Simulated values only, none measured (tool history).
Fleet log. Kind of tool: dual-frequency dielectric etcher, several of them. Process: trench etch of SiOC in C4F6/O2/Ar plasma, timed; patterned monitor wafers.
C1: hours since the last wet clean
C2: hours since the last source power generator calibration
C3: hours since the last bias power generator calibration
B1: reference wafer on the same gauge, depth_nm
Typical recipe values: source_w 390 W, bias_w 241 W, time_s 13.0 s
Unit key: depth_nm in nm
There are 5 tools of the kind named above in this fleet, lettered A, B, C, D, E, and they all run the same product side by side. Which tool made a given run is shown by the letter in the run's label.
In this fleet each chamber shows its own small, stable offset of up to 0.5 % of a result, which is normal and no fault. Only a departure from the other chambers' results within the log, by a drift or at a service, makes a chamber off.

{"hour": 8.1, "done": "chamber A: wet clean of the chamber"}
{"run": "1C", "hour": 8.7, "source_w": 390, "bias_w": 241, "time_s": 13.0, "C1": 274.9, "C2": 314.6, "C3": 3127.8, "B1": 31.103, "depth_nm": 29.575}
{"run": "2B", "hour": 20.7, "source_w": 390, "bias_w": 241, "time_s": 13.0, "C1": 117.9, "C2": 2098.4, "C3": 799.4, "B1": 31.088, "depth_nm": 29.531}
{"run": "3D", "hour": 27.8, "source_w": 390, "bias_w": 241, "time_s": 13.0, "C1": 145.8, "C2": 1374.0, "C3": 4062.8, "B1": 31.076, "depth_nm": 29.442}
{"run": "4A", "hour": 40.9, "source_w": 390, "bias_w": 241, "time_s": 13.0, "C1": 32.8, "C2": 1835.2, "C3": 3357.8, "B1": 31.094, "depth_nm": 29.415}
{"run": "5E", "hour": 52.2, "source_w": 390, "bias_w": 241, "time_s": 13.0, "C1": 90.1, "C2": 2119.5, "C3": 1157.2, "B1": 31.097, "depth_nm": 29.576}
{"run": "6E", "hour": 60.4, "source_w": 390, "bias_w": 241, "time_s": 13.0, "C1": 98.3, "C2": 2127.7, "C3": 1165.4, "B1": 31.085, "depth_nm": 29.366}
{"run": "7A", "hour": 69.6, "source_w": 480, "bias_w": 207, "time_s": 13.0, "C1": 61.5, "C2": 1863.9, "C3": 3386.5, "B1": 31.096, "depth_nm": 30.304}
{"run": "8B", "hour": 83.2, "source_w": 480, "bias_w": 207, "time_s": 13.0, "C1": 180.4, "C2": 2160.9, "C3": 861.9, "B1": 31.082, "depth_nm": 30.141}
{"hour": 83.5, "done": "chamber D: source power generator calibrated"}
{"run": "9C", "hour": 91.3, "source_w": 480, "bias_w": 207, "time_s": 13.0, "C1": 357.5, "C2": 397.2, "C3": 3210.4, "B1": 31.087, "depth_nm": 30.266}
{"run": "10D", "hour": 99.4, "source_w": 480, "bias_w": 207, "time_s": 13.0, "C1": 217.4, "C2": 15.9, "C3": 4134.4, "B1": 31.097, "depth_nm": 30.253}
{"run": "11D", "hour": 106.6, "source_w": 480, "bias_w": 207, "time_s": 13.0, "C1": 224.6, "C2": 23.1, "C3": 4141.6, "B1": 31.086, "depth_nm": 30.32}
{"run": "12E", "hour": 117.2, "source_w": 390, "bias_w": 241, "time_s": 13.0, "C1": 155.1, "C2": 2184.5, "C3": 1222.2, "B1": 31.079, "depth_nm": 29.449}
{"run": "13B", "hour": 127.8, "source_w": 390, "bias_w": 241, "time_s": 13.0, "C1": 225.0, "C2": 2205.5, "C3": 906.5, "B1": 31.099, "depth_nm": 29.074}
{"run": "14A", "hour": 133.9, "source_w": 390, "bias_w": 241, "time_s": 13.0, "C1": 125.8, "C2": 1928.2, "C3": 3450.8, "B1": 31.096, "depth_nm": 29.389}
{"run": "15C", "hour": 144.5, "source_w": 390, "bias_w": 241, "time_s": 13.0, "C1": 410.7, "C2": 450.4, "C3": 3263.6, "B1": 31.09, "depth_nm": 29.57}
{"run": "16E", "hour": 150.7, "source_w": 390, "bias_w": 241, "time_s": 13.0, "C1": 188.6, "C2": 2218.0, "C3": 1255.7, "B1": 31.122, "depth_nm": 29.536}
{"run": "17D", "hour": 156.9, "source_w": 390, "bias_w": 241, "time_s": 13.0, "C1": 274.9, "C2": 73.4, "C3": 4191.9, "B1": 31.098, "depth_nm": 29.435}
{"run": "18C", "hour": 165.5, "source_w": 430, "bias_w": 241, "time_s": 13.0, "C1": 431.7, "C2": 471.4, "C3": 3284.6, "B1": 31.1, "depth_nm": 30.75}
{"run": "19A", "hour": 174.9, "source_w": 430, "bias_w": 241, "time_s": 13.0, "C1": 166.8, "C2": 1969.2, "C3": 3491.8, "B1": 31.094, "depth_nm": 30.502}
{"run": "20B", "hour": 181.9, "source_w": 430, "bias_w": 241, "time_s": 13.0, "C1": 279.1, "C2": 2259.6, "C3": 960.6, "B1": 31.1, "depth_nm": 29.888}
{"run": "21A", "hour": 189.0, "source_w": 430, "bias_w": 241, "time_s": 13.0, "C1": 180.9, "C2": 1983.3, "C3": 3505.9, "B1": 31.118, "depth_nm": 30.349}
{"run": "22B", "hour": 199.1, "source_w": 430, "bias_w": 241, "time_s": 13.0, "C1": 296.3, "C2": 2276.8, "C3": 977.8, "B1": 31.098, "depth_nm": 30.046}
{"hour": 201.4, "done": "chamber C: wet clean of the chamber"}
{"run": "23D", "hour": 207.0, "source_w": 390, "bias_w": 241, "time_s": 13.0, "C1": 325.0, "C2": 123.5, "C3": 4242.0, "B1": 31.105, "depth_nm": 29.35}
{"run": "24C", "hour": 219.9, "source_w": 390, "bias_w": 241, "time_s": 13.0, "C1": 18.5, "C2": 525.8, "C3": 3339.0, "B1": 31.088, "depth_nm": 29.591}
{"run": "25E", "hour": 227.4, "source_w": 390, "bias_w": 241, "time_s": 13.0, "C1": 265.3, "C2": 2294.7, "C3": 1332.4, "B1": 31.093, "depth_nm": 29.429}
{"run": "26C", "hour": 234.7, "source_w": 390, "bias_w": 241, "time_s": 13.0, "C1": 33.3, "C2": 540.6, "C3": 3353.8, "B1": 31.094, "depth_nm": 29.642}
{"run": "27E", "hour": 244.8, "source_w": 390, "bias_w": 241, "time_s": 15.5, "C1": 282.7, "C2": 2312.1, "C3": 1349.8, "B1": 31.079, "depth_nm": 35.162}
{"hour": 252.8, "done": "chamber D: bias power generator calibrated"}
{"run": "28D", "hour": 258.2, "source_w": 390, "bias_w": 241, "time_s": 15.5, "C1": 376.2, "C2": 174.7, "C3": 5.5, "B1": 31.089, "depth_nm": 35.007}
{"run": "29B", "hour": 270.5, "source_w": 390, "bias_w": 241, "time_s": 15.5, "C1": 367.7, "C2": 2348.2, "C3": 1049.2, "B1": 31.109, "depth_nm": 34.098}
{"run": "30A", "hour": 276.7, "source_w": 390, "bias_w": 241, "time_s": 15.5, "C1": 268.6, "C2": 2071.0, "C3": 3593.6, "B1": 31.075, "depth_nm": 35.047}
{"run": "31E", "hour": 285.9, "source_w": 390, "bias_w": 241, "time_s": 15.5, "C1": 323.8, "C2": 2353.2, "C3": 1390.9, "B1": 31.117, "depth_nm": 35.187}
{"run": "32C", "hour": 295.5, "source_w": 390, "bias_w": 241, "time_s": 13.0, "C1": 94.1, "C2": 601.4, "C3": 3414.6, "B1": 31.1, "depth_nm": 29.719}

All 5 chambers run these settings next. Forecast each chamber's results:
{"run": "33A", "hour": 305.4, "source_w": 390, "bias_w": 241, "time_s": 13.0, "depth_nm": "?"}
{"run": "33B", "hour": 305.4, "source_w": 390, "bias_w": 241, "time_s": 13.0, "depth_nm": "?"}
{"run": "33C", "hour": 305.4, "source_w": 390, "bias_w": 241, "time_s": 13.0, "depth_nm": "?"}
{"run": "33D", "hour": 305.4, "source_w": 390, "bias_w": 241, "time_s": 13.0, "depth_nm": "?"}
{"run": "33E", "hour": 305.4, "source_w": 390, "bias_w": 241, "time_s": 13.0, "depth_nm": "?"}

run=33A depth_nm=29.355
run=33B depth_nm=28.353
run=33C depth_nm=29.586
run=33D depth_nm=29.285
run=33E depth_nm=29.668

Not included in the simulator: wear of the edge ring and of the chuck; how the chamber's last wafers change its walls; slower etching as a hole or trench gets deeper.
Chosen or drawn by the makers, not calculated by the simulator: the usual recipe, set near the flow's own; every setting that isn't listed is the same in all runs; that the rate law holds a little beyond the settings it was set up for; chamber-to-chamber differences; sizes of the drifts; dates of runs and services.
